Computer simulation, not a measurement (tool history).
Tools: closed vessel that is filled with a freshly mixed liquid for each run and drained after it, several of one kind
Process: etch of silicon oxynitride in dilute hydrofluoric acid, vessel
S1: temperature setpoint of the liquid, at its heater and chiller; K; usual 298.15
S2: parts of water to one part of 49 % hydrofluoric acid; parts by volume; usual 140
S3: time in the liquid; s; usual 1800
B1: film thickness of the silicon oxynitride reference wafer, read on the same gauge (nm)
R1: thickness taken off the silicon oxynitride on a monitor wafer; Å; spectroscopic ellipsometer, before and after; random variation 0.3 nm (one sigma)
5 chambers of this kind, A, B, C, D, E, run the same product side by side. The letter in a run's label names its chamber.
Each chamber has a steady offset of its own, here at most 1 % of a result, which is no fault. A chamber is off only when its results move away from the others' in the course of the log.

run,hour,S1,S2,S3,B1,R1
1A,4.6,298.15,140,1800,29.984,306.07
2C,7.3,298.15,140,1800,30.005,309.86
3B,13.4,298.15,140,1800,29.973,307.22
4D,18.3,298.15,140,1800,30.028,304.07
5E,24.4,298.15,140,1800,29.983,314.05
6C,28.7,298.15,140,1800,29.958,307.01
7E,33.6,298.15,140,1800,30.008,310.05
8B,39.3,298.15,140,1800,30.015,313.31
9D,43.3,298.15,140,1800,30.042,310.55
10A,46.2,298.15,140,1800,29.987,309.74
11A,52,298.15,195,995,30.005,118
12B,57.4,298.15,195,995,30.04,120.49
13C,61,298.15,195,995,30.04,116.25
14D,65.2,298.15,195,995,30.032,115.43
15E,70.9,298.15,195,995,30.023,116.65
16D,75,300.65,140,935,30.035,175.77
17B,79.1,300.65,140,935,30.032,185.5
18E,82.2,300.65,140,935,29.975,183.05
19C,85.1,300.65,140,935,30.035,180.39
20A,90.8,300.65,140,935,29.995,177.02
21E,94.2,298.15,140,1800,29.972,312.93
22B,97.6,298.15,140,1800,30.029,319.32
23D,102.6,302.15,140,1800,30.034,357.44
24C,107.3,302.15,140,1800,29.998,373.06
25A,112.2,302.15,140,1800,29.979,375.36
26B,116.4,302.15,140,1800,30.021,372.78
27C,120.5,302.15,140,1800,30.029,373.8
28E,125.5,298.15,140,1800,29.946,312.61
29D,129.1,298.15,140,1800,29.995,286.37
30A,134,298.15,140,1800,29.998,310.42
31B,140,298.15,140,1800,30.01,315.73
32D,144.1,298.15,140,1800,30.01,288.6

All 5 chambers run these settings next. Forecast each chamber's results:
33A,148.5,296.15,140,1800,,?
33B,148.5,296.15,140,1800,,?
33C,148.5,296.15,140,1800,,?
33D,148.5,296.15,140,1800,,?
33E,148.5,296.15,140,1800,,?

run,R1
33A,278.72
33B,282.69
33C,281.39
33D,259.98
33E,281.5

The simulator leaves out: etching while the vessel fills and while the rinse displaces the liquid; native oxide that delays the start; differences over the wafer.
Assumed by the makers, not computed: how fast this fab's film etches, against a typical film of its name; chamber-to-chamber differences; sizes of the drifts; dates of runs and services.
